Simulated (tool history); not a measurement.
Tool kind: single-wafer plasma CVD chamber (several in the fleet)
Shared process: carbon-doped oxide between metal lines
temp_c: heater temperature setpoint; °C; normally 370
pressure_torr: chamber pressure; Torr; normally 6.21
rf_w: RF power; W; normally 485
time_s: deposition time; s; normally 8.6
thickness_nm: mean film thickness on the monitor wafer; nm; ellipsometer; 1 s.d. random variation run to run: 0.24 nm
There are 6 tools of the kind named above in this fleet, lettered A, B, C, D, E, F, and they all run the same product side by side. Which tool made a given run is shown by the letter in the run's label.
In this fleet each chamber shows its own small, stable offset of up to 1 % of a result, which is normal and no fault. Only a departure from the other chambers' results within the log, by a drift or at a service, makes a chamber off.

run	hour	temp_c	pressure_torr	rf_w	time_s	hours since the last thermocouple change	hours since the last RF generator calibration	hours since the last manometer calibration	read-back reference wafer on the same gauge, thickness_nm	thickness_nm
1A	10.9	370	6.21	485	8.6	625.3	1801.8	1406.2	50.136	42.848
2C	21.7	370	6.21	485	8.6	2064.5	1440.1	145.2	50.13	43.259
3D	29.2	370	6.21	485	8.6	1245.2	1722	317.3	50.153	42.446
# hour 35.9: chamber F: capacitance manometer re-zeroed and calibrated
4B	40.1	370	6.21	485	8.6	1612	626.3	254.4	50.091	42.683
5E	44.9	370	6.21	485	8.6	500.1	530.5	131.1	50.045	42.509
# hour 51.7: chamber C: thermocouple changed; heater temperature recalibrated
6F	52	370	6.21	485	8.6	726	1083.6	16.2	50.114	43.381
7B	60.2	370	6.21	485	8.6	1632.1	646.4	274.5	50.065	43.108
8F	70.1	370	6.21	485	8.6	744.1	1101.7	34.3	50.052	43.042
9A	77.3	370	6.21	485	8.6	691.7	1868.2	1472.6	50.103	42.697
10C	84.6	370	6.21	485	8.6	32.9	1503	208.1	50.169	43.04
11E	91.2	370	6.21	485	8.6	546.4	576.8	177.4	50.115	43.058
12D	98	370	6.21	485	8.6	1314	1790.8	386.1	50.066	42.876
13F	104.5	370	6.21	485	8.6	778.5	1136.1	68.7	50.135	43.313
14D	110.6	370	6.21	485	8.6	1326.6	1803.4	398.7	50.104	42.547
15B	120.2	370	5.58	565	8.6	1692.1	706.4	334.5	50.082	47.034
16C	130.7	370	5.58	565	8.6	79	1549.1	254.2	50.081	46.68
17E	139.3	370	5.58	565	8.6	594.5	624.9	225.5	50.074	46.268
18A	144.9	370	5.58	565	8.6	759.3	1935.8	1540.2	50.029	46.627
19D	153.9	370	5.58	565	8.6	1369.9	1846.7	442	50.098	46.677
20B	161.3	370	5.58	565	8.6	1733.2	747.5	375.6	50.192	46.22
21E	168.1	370	6.21	485	8.6	623.3	653.7	254.3	50.204	42.2
22C	176.1	370	6.21	485	8.6	124.4	1594.5	299.6	50.09	43.096
23A	184.8	370	6.21	485	8.6	799.2	1975.7	1580.1	50.118	42.81
24F	192.3	370	6.21	485	8.6	866.3	1223.9	156.5	50.06	43.376
25B	198.2	370	6.21	485	8.6	1770.1	784.4	412.5	50.14	42.481
26A	208.1	357	6.21	515	8.6	822.5	1999	1603.4	50.094	46.099
27D	218.9	357	6.21	515	8.6	1434.9	1911.7	507	50.121	45.455
28F	225.5	357	6.21	515	8.6	899.5	1257.1	189.7	50.082	46.719
29C	234	357	6.21	515	8.6	182.3	1652.4	357.5	50.155	45.496
30E	243.2	357	6.21	515	8.6	698.4	728.8	329.4	50.08	44.774
31A	253.7	357	6.21	515	8.6	868.1	2044.6	1649	50.096	46.136
32C	258.8	370	6.21	485	8.6	207.1	1677.2	382.3	50.063	42.989
33F	264.1	370	6.21	485	8.6	938.1	1295.7	228.3	50.027	43.502
34D	270.6	370	6.21	485	8.6	1486.6	1963.4	558.7	50.14	42.64
35B	278.1	370	6.21	485	8.6	1850	864.3	492.4	50.122	42.593
36E	285.7	370	6.21	485	8.6	740.9	771.3	371.9	50.142	40.888
37A	294.5	370	6.21	485	8.6	908.9	2085.4	1689.8	50.039	42.487
38F	303.7	370	6.21	535	10.01	977.7	1335.3	267.9	50.144	53.661
39D	310.7	370	6.21	535	10.01	1526.7	2003.5	598.8	50.058	52.814
40B	320.8	370	6.21	535	10.01	1892.7	907	535.1	50.092	52.782

Is one chamber out of step, is the gauge drifting, or do the chambers differ by no more than their own small offsets? For an off chamber, give its letter and the likeliest cause.

Little by little, chamber E moves away from the other chambers.
What lies behind it: delivered RF power below the setpoint (%) = 7.92.

Chamber E could run next with any of the 4 candidate recipes listed below; each alters the usual settings, and their results appear as question marks. Which one brings its results back in line with what the other chambers deliver on the usual settings?
In line here means within this much of the mean the other chambers give on the usual settings: thickness_nm 0.82 nm
41E-1	328.7	370	6.21	485	9.08					?
41E-2	328.7	391	4.28	485	8.6					?
41E-3	328.7	369	6.21	485	9.36					?
41E-4	328.7	371	6.12	450	8.6					?

Average result of the remaining chambers running the usual settings: thickness_nm 42.836 nm
run	thickness_nm
41E-1	42.81
41E-2	37.108
41E-3	44.214
41E-4	38.237
41E-1 is the one that brings the chamber's results back in line with the other chambers.

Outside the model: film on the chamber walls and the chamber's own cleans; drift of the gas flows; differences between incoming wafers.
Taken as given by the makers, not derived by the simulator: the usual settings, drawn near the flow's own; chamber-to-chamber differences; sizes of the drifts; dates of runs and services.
